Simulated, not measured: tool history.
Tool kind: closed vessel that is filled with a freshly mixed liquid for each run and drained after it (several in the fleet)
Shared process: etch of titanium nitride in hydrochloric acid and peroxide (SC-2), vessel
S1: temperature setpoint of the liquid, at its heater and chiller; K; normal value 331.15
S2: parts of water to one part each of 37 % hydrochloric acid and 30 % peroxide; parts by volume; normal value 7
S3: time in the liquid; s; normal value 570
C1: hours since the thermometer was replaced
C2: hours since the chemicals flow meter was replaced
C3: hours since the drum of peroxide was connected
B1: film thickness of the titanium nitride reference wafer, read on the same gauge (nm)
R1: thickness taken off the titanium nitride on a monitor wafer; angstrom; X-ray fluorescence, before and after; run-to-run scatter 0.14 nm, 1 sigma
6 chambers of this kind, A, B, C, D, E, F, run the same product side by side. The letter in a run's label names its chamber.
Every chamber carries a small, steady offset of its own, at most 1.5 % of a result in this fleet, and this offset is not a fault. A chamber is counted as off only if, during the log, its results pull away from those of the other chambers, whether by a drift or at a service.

run     day      S1  S2   S3      C1      C2      C3      B1      R1
 1D   0.542  331.15   7  570    98.3   495.4  1309.3  70.013  183.18
 2B   0.983  331.15   7  570   675.9  1277.9    59.1  70.011  181.46
      1.071  -- chamber E: new drum of peroxide connected
 3F   1.479  331.15   7  570   862.8   168.7    85.6  69.984  180.05
 4A   1.729  331.15   7  570  1455.4   491.1    48.2  70.031  180.55
 5C   2.088  331.15   7  570   976.3    97.7   842.5  70.031  179.11
 6E   2.454  331.15   7  570   159.9   542.7    33.3   69.99  181.63
 7A   2.975  331.15   7  570  1485.3     521    78.1  70.048  180.12
 8F   3.521  340.15   7  570   911.8   217.7   134.6  69.974  310.99
 9D   3.917  340.15   7  570   179.3   576.4  1390.3      70  321.25
10E   4.475  340.15   7  570   208.4   591.2    81.8  69.967  317.45
11C   4.767  340.15   7  570  1040.6     162   906.8  70.025  317.35
12B   5.025  340.15   7  570   772.9  1374.9   156.1  70.001  310.16
13F   5.367  340.15   7  570   956.1     262   178.9  69.976  311.51
14B   5.758  331.15   7  570   790.5  1392.5   173.7  69.993  177.21
15C   6.221  331.15   7  570  1075.5   196.9   941.7  70.042  178.83
16A   6.525  331.15   7  570  1570.5   606.2   163.3  70.038  182.55
17E   6.825  331.15   7  570   264.8   647.6   138.2  69.968  183.96
      7.092  -- chamber A: thermometer replaced
18D   7.092  331.15   7  570   255.5   652.6  1466.5  70.023  181.16
19E   7.621  331.15   7  570   283.9   666.7   157.3  69.998  183.17
20F     8.1  331.15   7  570  1021.7   327.6   244.5  70.011  180.87
21D   8.446  339.15   9  570     288   685.1    1499  69.984  244.91
22B   8.979  339.15   9  570   867.8  1469.8     251  69.979  239.99
23A   9.238  339.15   9  570    51.6   671.3   228.4  69.962     252
24C   9.767  339.15   9  570  1160.6     282  1026.8  69.985  240.34
25D  10.079  339.15   9  570   327.2   724.3  1538.2  70.001  248.27
26E  10.471  339.15   9  570   352.3   735.1   225.7  69.964   242.5
27B  10.854  331.15   7  570   912.8  1514.8     296  69.994  179.37
     11.071  -- chamber F: thermometer replaced
28F  11.296  331.15   7  570     5.4   404.3   321.2  69.987  179.93
     11.304  -- chamber C: thermometer replaced
     11.396  -- chamber D: new drum of peroxide connected
29C    11.8  331.15   7  570      12   330.8  1075.6  70.023  179.71
30A  12.258  331.15   7  570   124.1   743.8   300.9  70.012  193.34
     12.662  -- chamber B: thermometer replaced
31A  12.721  331.15   7  570   135.2   754.9     312  70.061  191.46
32F  13.125  331.15   7  570    49.3   448.2   365.1  70.017  179.57
33E  13.567  337.15   7  570   426.6   809.4     300  69.945  260.29
34C  13.962  337.15   7  570    63.9   382.7  1127.5  70.029  260.74
35D  14.279  337.15   7  570     428   825.1    69.2  69.995  266.68
36B  14.721  337.15   7  570    49.4  1607.6   388.8  70.004  262.64
37B  15.192  337.15   7  570    60.7  1618.9   400.1  69.983  262.21

The same settings go to every chamber for the next run, one line per chamber below. Forecast the results for each:
38A  15.608  331.15   7  570                   ?
38B  15.608  331.15   7  570                   ?
38C  15.608  331.15   7  570                   ?
38D  15.608  331.15   7  570                   ?
38E  15.608  331.15   7  570                   ?
38F  15.608  331.15   7  570                   ?

run      R1
38A  196.16
38B  178.29
38C   179.7
38D  182.66
38E  178.86
38F  177.92
